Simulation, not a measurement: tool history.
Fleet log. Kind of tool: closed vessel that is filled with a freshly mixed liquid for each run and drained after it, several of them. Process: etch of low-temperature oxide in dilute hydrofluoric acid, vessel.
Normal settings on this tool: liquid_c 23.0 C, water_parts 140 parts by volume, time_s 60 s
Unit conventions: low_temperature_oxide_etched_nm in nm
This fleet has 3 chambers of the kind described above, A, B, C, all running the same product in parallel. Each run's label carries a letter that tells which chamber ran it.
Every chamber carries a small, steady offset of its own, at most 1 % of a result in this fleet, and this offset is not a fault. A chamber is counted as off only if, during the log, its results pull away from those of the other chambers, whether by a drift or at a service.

run,day,liquid_c,water_parts,time_s,"read-back film thickness of the low-temperature oxide reference wafer, read on the same gauge (nm)",low_temperature_oxide_etched_nm
1A,0.246,23.0,140,60,90.015,6.6511
2C,0.504,23.0,140,60,90.000,6.7035
3B,0.654,23.0,140,60,90.018,6.6476
4B,0.912,23.0,140,60,90.009,6.7793
5C,1.121,23.0,140,60,89.983,6.6546
6A,1.271,23.0,140,60,89.983,6.6591
7A,1.425,23.0,140,60,89.998,6.6946
8C,1.550,19.0,110,60,89.969,7.4822
9B,1.675,19.0,110,60,90.021,7.6292
10A,1.900,19.0,110,60,90.018,7.3164
11B,2.150,23.0,140,60,89.998,6.8022
12C,2.342,23.0,140,60,90.008,6.6863
13A,2.579,23.0,140,60,89.987,6.6053
14B,2.742,23.0,140,60,89.995,6.7005
15C,2.875,23.0,140,60,90.030,6.7476
# day 2.888: chamber B: hydrofluoric acid flow meter replaced
16C,3.088,23.0,140,60,89.996,6.6226
17B,3.308,23.0,140,60,89.992,6.6085
18A,3.462,23.0,140,60,89.983,6.5891
19B,3.712,27.0,140,75,90.010,9.8254
20C,3.975,27.0,140,75,90.004,9.6549
21A,4.238,27.0,140,75,89.977,9.6339
22A,4.412,24.5,140,60,90.020,6.9657
23B,4.675,24.5,140,60,89.975,7.1019
24C,4.829,24.5,140,60,90.004,7.0179
25A,5.067,23.0,140,60,90.008,6.4444
26C,5.233,19.0,205,60,89.983,3.6274
27B,5.467,19.0,205,60,89.995,3.8272
28B,5.725,19.0,205,60,89.989,3.7934
29A,5.942,23.0,140,60,89.992,6.6730
30C,6.121,23.0,140,60,90.009,6.5504
31A,6.346,23.0,140,60,89.986,6.7121
32B,6.467,23.0,140,60,90.015,7.0718
33C,6.658,23.0,140,60,89.990,6.7166
34C,6.896,23.0,140,60,89.997,6.6934
# day 6.983: chamber C: thermometer replaced
35B,7.158,23.0,140,60,89.983,7.0207
36A,7.308,23.0,140,60,90.006,6.6141
37A,7.517,23.0,140,60,90.038,6.6371
38C,7.671,23.0,140,60,90.010,6.6319
39B,7.888,23.0,140,60,89.985,7.0663
40C,8.062,23.0,140,60,90.003,6.7121

All chambers now run identical settings, listed one chamber a line with results as question marks. What results will each chamber show?
41A,8.258,23.0,80,60,,?
41B,8.258,23.0,80,60,,?
41C,8.258,23.0,80,60,,?

run,low_temperature_oxide_etched_nm
41A,12.6560
41B,13.5060
41C,12.3990

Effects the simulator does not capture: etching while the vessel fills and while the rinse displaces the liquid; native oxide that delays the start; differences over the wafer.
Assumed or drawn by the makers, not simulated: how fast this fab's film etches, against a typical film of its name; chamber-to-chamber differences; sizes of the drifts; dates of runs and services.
